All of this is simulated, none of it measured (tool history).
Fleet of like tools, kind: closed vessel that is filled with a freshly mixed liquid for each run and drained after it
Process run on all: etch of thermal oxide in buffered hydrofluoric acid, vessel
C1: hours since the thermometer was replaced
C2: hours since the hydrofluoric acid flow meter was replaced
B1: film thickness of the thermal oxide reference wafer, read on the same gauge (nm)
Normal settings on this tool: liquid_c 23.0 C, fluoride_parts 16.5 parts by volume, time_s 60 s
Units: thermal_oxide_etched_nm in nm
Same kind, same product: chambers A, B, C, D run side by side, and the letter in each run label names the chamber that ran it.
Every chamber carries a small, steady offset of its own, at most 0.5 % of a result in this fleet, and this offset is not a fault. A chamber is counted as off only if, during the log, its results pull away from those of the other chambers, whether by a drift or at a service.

run 1D hour=8.7 | liquid_c=23.0 fluoride_parts=16.5 time_s=60 | C1=262.4 C2=240.0 | B1=149.98 | thermal_oxide_etched_nm=38.484
run 2C hour=16.3 | liquid_c=23.0 fluoride_parts=16.5 time_s=60 | C1=1956.6 C2=1540.6 | B1=149.98 | thermal_oxide_etched_nm=38.115
run 3B hour=25.8 | liquid_c=23.0 fluoride_parts=16.5 time_s=60 | C1=808.3 C2=297.9 | B1=149.98 | thermal_oxide_etched_nm=38.153
run 4A hour=32.5 | liquid_c=23.0 fluoride_parts=16.5 time_s=60 | C1=969.6 C2=1396.7 | B1=150.01 | thermal_oxide_etched_nm=38.306
run 5A hour=41.2 | liquid_c=23.0 fluoride_parts=16.5 time_s=60 | C1=978.3 C2=1405.4 | B1=149.98 | thermal_oxide_etched_nm=38.513
run 6B hour=49.8 | liquid_c=23.0 fluoride_parts=16.5 time_s=60 | C1=832.3 C2=321.9 | B1=150.00 | thermal_oxide_etched_nm=38.466
run 7D hour=61.0 | liquid_c=23.0 fluoride_parts=16.5 time_s=60 | C1=314.7 C2=292.3 | B1=149.99 | thermal_oxide_etched_nm=38.368
run 8C hour=68.2 | liquid_c=23.0 fluoride_parts=16.5 time_s=60 | C1=2008.5 C2=1592.5 | B1=149.98 | thermal_oxide_etched_nm=38.215
run 9C hour=78.6 | liquid_c=23.0 fluoride_parts=16.5 time_s=60 | C1=2018.9 C2=1602.9 | B1=150.03 | thermal_oxide_etched_nm=38.003
run 10A hour=84.9 | liquid_c=23.0 fluoride_parts=16.5 time_s=60 | C1=1022.0 C2=1449.1 | B1=149.98 | thermal_oxide_etched_nm=38.412
run 11B hour=95.6 | liquid_c=25.5 fluoride_parts=16.5 time_s=40 | C1=878.1 C2=367.7 | B1=149.99 | thermal_oxide_etched_nm=28.805
run 12D hour=101.5 | liquid_c=25.5 fluoride_parts=16.5 time_s=40 | C1=355.2 C2=332.8 | B1=149.96 | thermal_oxide_etched_nm=29.172
run 13A hour=106.9 | liquid_c=25.5 fluoride_parts=16.5 time_s=40 | C1=1044.0 C2=1471.1 | B1=149.98 | thermal_oxide_etched_nm=29.298
run 14D hour=111.8 | liquid_c=25.5 fluoride_parts=16.5 time_s=40 | C1=365.5 C2=343.1 | B1=149.98 | thermal_oxide_etched_nm=28.841
run 15B hour=120.5 | liquid_c=23.0 fluoride_parts=16.5 time_s=60 | C1=903.0 C2=392.6 | B1=149.98 | thermal_oxide_etched_nm=36.747
run 16C hour=127.9 | liquid_c=23.0 fluoride_parts=16.5 time_s=60 | C1=2068.2 C2=1652.2 | B1=149.98 | thermal_oxide_etched_nm=38.019
run 17A hour=136.1 | liquid_c=23.0 fluoride_parts=16.5 time_s=60 | C1=1073.2 C2=1500.3 | B1=149.98 | thermal_oxide_etched_nm=38.519
run 18B hour=144.0 | liquid_c=23.0 fluoride_parts=16.5 time_s=60 | C1=926.5 C2=416.1 | B1=150.04 | thermal_oxide_etched_nm=36.639
run 19D hour=154.2 | liquid_c=23.0 fluoride_parts=16.5 time_s=60 | C1=407.9 C2=385.5 | B1=149.97 | thermal_oxide_etched_nm=38.219
run 20C hour=162.1 | liquid_c=23.0 fluoride_parts=16.5 time_s=60 | C1=2102.4 C2=1686.4 | B1=150.01 | thermal_oxide_etched_nm=38.378
run 21B hour=168.3 | liquid_c=23.0 fluoride_parts=16.5 time_s=60 | C1=950.8 C2=440.4 | B1=150.00 | thermal_oxide_etched_nm=36.229
run 22C hour=177.6 | liquid_c=26.0 fluoride_parts=16.5 time_s=75 | C1=2117.9 C2=1701.9 | B1=150.00 | thermal_oxide_etched_nm=56.504
run 23D hour=186.9 | liquid_c=26.0 fluoride_parts=16.5 time_s=75 | C1=440.6 C2=418.2 | B1=150.04 | thermal_oxide_etched_nm=56.014
run 24A hour=193.1 | liquid_c=26.0 fluoride_parts=16.5 time_s=75 | C1=1130.2 C2=1557.3 | B1=150.02 | thermal_oxide_etched_nm=56.491
run 25D hour=201.0 | liquid_c=26.0 fluoride_parts=16.5 time_s=75 | C1=454.7 C2=432.3 | B1=150.01 | thermal_oxide_etched_nm=56.117
run 26C hour=206.0 | liquid_c=23.0 fluoride_parts=16.5 time_s=60 | C1=2146.3 C2=1730.3 | B1=150.00 | thermal_oxide_etched_nm=38.087
run 27A hour=214.1 | liquid_c=23.0 fluoride_parts=16.5 time_s=60 | C1=1151.2 C2=1578.3 | B1=150.02 | thermal_oxide_etched_nm=38.824
run 28B hour=220.6 | liquid_c=23.0 fluoride_parts=16.5 time_s=60 | C1=1003.1 C2=492.7 | B1=150.02 | thermal_oxide_etched_nm=35.453
run 29A hour=227.3 | liquid_c=23.0 fluoride_parts=16.5 time_s=60 | C1=1164.4 C2=1591.5 | B1=149.99 | thermal_oxide_etched_nm=38.257
run 30B hour=237.1 | liquid_c=23.0 fluoride_parts=16.5 time_s=60 | C1=1019.6 C2=509.2 | B1=150.00 | thermal_oxide_etched_nm=35.087

Next, every chamber runs the same settings. What will each give?
run 31A hour=245.1 | liquid_c=23.0 fluoride_parts=16.5 time_s=95 | thermal_oxide_etched_nm=?
run 31B hour=245.1 | liquid_c=23.0 fluoride_parts=16.5 time_s=95 | thermal_oxide_etched_nm=?
run 31C hour=245.1 | liquid_c=23.0 fluoride_parts=16.5 time_s=95 | thermal_oxide_etched_nm=?
run 31D hour=245.1 | liquid_c=23.0 fluoride_parts=16.5 time_s=95 | thermal_oxide_etched_nm=?

run=31A thermal_oxide_etched_nm=60.705
run=31B thermal_oxide_etched_nm=54.980
run=31C thermal_oxide_etched_nm=60.755
run=31D thermal_oxide_etched_nm=60.235
